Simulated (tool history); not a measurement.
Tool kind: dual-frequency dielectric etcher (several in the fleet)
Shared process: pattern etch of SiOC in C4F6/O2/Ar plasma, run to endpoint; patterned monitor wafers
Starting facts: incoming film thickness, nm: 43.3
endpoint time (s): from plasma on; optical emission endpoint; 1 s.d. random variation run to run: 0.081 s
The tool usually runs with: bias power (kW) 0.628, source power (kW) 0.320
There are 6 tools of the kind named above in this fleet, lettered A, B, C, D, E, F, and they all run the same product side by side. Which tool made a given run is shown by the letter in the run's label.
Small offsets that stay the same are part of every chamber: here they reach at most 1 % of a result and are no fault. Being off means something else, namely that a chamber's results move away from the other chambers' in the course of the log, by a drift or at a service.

| run | day | bias power (kW) | source power (kW) | hours since the last wet clean | hours since the last bias power generator calibration | hours since the last source power generator calibration | endpoint time (s) |
|---|---|---|---|---|---|---|---|
| 1E | 0.279 | 0.628 | 0.320 | 266.9 | 1682.3 | 1144.6 | 14.560 |
| 2F | 0.562 | 0.628 | 0.320 | 290.9 | 1898.9 | 850.8 | 14.575 |
| 3A | 1.088 | 0.628 | 0.320 | 348.3 | 1436.1 | 3567.9 | 14.428 |
| 4B | 1.488 | 0.628 | 0.320 | 343.3 | 1870.8 | 164.6 | 14.634 |
| 5D | 1.796 | 0.628 | 0.320 | 132.6 | 344.8 | 491.8 | 14.576 |
| 6C | 2.096 | 0.628 | 0.320 | 159.1 | 3194.0 | 2046.6 | 14.668 |
| 7E | 2.608 | 0.628 | 0.320 | 322.8 | 1738.2 | 1200.5 | 14.572 |
| 8C | 2.900 | 0.628 | 0.320 | 178.4 | 3213.3 | 2065.9 | 14.567 |
|  | 3.317 | chamber E: bias power generator calibrated |
| 9F | 3.329 | 0.628 | 0.320 | 357.3 | 1965.3 | 917.2 | 14.628 |
|  | 3.604 | chamber A: wet clean of the chamber |
| 10B | 3.629 | 0.628 | 0.320 | 394.7 | 1922.2 | 216.0 | 14.630 |
| 11A | 4.158 | 0.721 | 0.320 | 13.3 | 1509.8 | 3641.6 | 13.771 |
| 12D | 4.692 | 0.721 | 0.320 | 202.1 | 414.3 | 561.3 | 14.020 |
| 13B | 5.221 | 0.721 | 0.320 | 432.9 | 1960.4 | 254.2 | 13.871 |
| 14D | 5.554 | 0.721 | 0.320 | 222.8 | 435.0 | 582.0 | 14.200 |
| 15C | 5.912 | 0.721 | 0.320 | 250.7 | 3285.6 | 2138.2 | 13.842 |
| 16F | 6.188 | 0.721 | 0.320 | 425.9 | 2033.9 | 985.8 | 13.784 |
| 17A | 6.558 | 0.628 | 0.320 | 70.9 | 1567.4 | 3699.2 | 14.412 |
|  | 6.767 | chamber C: bias power generator calibrated |
|  | 6.804 | chamber F: wet clean of the chamber |
| 18E | 7.025 | 0.628 | 0.320 | 428.8 | 89.1 | 1306.5 | 14.501 |
| 19A | 7.362 | 0.628 | 0.320 | 90.2 | 1586.7 | 3718.5 | 14.396 |
| 20B | 7.625 | 0.628 | 0.320 | 490.6 | 2018.1 | 311.9 | 14.656 |
| 21D | 8.025 | 0.628 | 0.320 | 282.1 | 494.3 | 641.3 | 15.016 |
| 22C | 8.433 | 0.628 | 0.320 | 311.2 | 40.1 | 2198.7 | 14.426 |
| 23E | 8.712 | 0.628 | 0.400 | 469.3 | 129.6 | 1347.0 | 13.354 |
| 24F | 9.117 | 0.628 | 0.400 | 55.6 | 2104.2 | 1056.1 | 13.481 |
|  | 9.288 | chamber B: wet clean of the chamber |
| 25C | 9.550 | 0.628 | 0.400 | 338.0 | 66.9 | 2225.5 | 13.382 |
| 26E | 9.838 | 0.628 | 0.400 | 496.3 | 156.6 | 1374.0 | 13.376 |
| 27B | 10.312 | 0.628 | 0.400 | 24.6 | 2082.6 | 376.4 | 13.659 |
| 28A | 10.617 | 0.628 | 0.400 | 168.3 | 1664.8 | 3796.6 | 13.386 |
| 29F | 11.075 | 0.628 | 0.320 | 102.6 | 2151.2 | 1103.1 | 14.568 |
| 30D | 11.504 | 0.628 | 0.320 | 365.6 | 577.8 | 724.8 | 15.093 |
| 31B | 11.788 | 0.628 | 0.320 | 60.0 | 2118.0 | 411.8 | 14.608 |
| 32D | 12.071 | 0.628 | 0.320 | 379.2 | 591.4 | 738.4 | 15.198 |
| 33C | 12.588 | 0.628 | 0.320 | 410.9 | 139.8 | 2298.4 | 14.376 |
| 34A | 12.821 | 0.628 | 0.320 | 221.2 | 1717.7 | 3849.5 | 14.420 |
| 35E | 13.096 | 0.628 | 0.320 | 574.5 | 234.8 | 1452.2 | 14.643 |
| 36F | 13.412 | 0.628 | 0.320 | 158.7 | 2207.3 | 1159.2 | 14.571 |
| 37A | 13.675 | 0.628 | 0.320 | 241.7 | 1738.2 | 3870.0 | 14.602 |
| 38B | 13.962 | 0.628 | 0.320 | 112.2 | 2170.2 | 464.0 | 14.533 |
| 39C | 14.396 | 0.698 | 0.390 | 454.3 | 183.2 | 2341.8 | 12.858 |
| 40F | 14.875 | 0.698 | 0.390 | 193.8 | 2242.4 | 1194.3 | 12.897 |
| 41E | 15.308 | 0.698 | 0.390 | 627.6 | 287.9 | 1505.3 | 12.953 |

Has any chamber moved away from the others, gradually or after a service, or does the common gauge drift, or do the chambers differ only by their own small steady offsets? State the chamber and the most likely cause if one applies.

It is chamber D that slowly wanders off from its peers.
Cause: etch rate under this chamber's usual, % = 4.72.

Below are 4 candidate recipes for chamber D's next run, each the usual settings with a change, their results shown as question marks. Which of them brings D's results back in line with what the other chambers give on the usual settings?
Counts as in line when no further than this from what the other chambers average on the usual settings: endpoint time (s) 0.280
| 42D-1 | 15.688 | 0.542 | 0.280 |  |  |  | ? |
| 42D-2 | 15.688 | 0.676 | 0.340 |  |  |  | ? |
| 42D-3 | 15.688 | 0.804 | 0.320 |  |  |  | ? |
| 42D-4 | 15.688 | 0.580 | 0.300 |  |  |  | ? |

Average result of the remaining chambers running the usual settings: endpoint time (s) 14.533
| run | endpoint time (s) |
|---|---|
| 42D-1 | 17.061 |
| 42D-2 | 14.613 |
| 42D-3 | 13.951 |
| 42D-4 | 16.217 |
Change 42D-2 lands the chamber within the allowed miss of the other chambers.
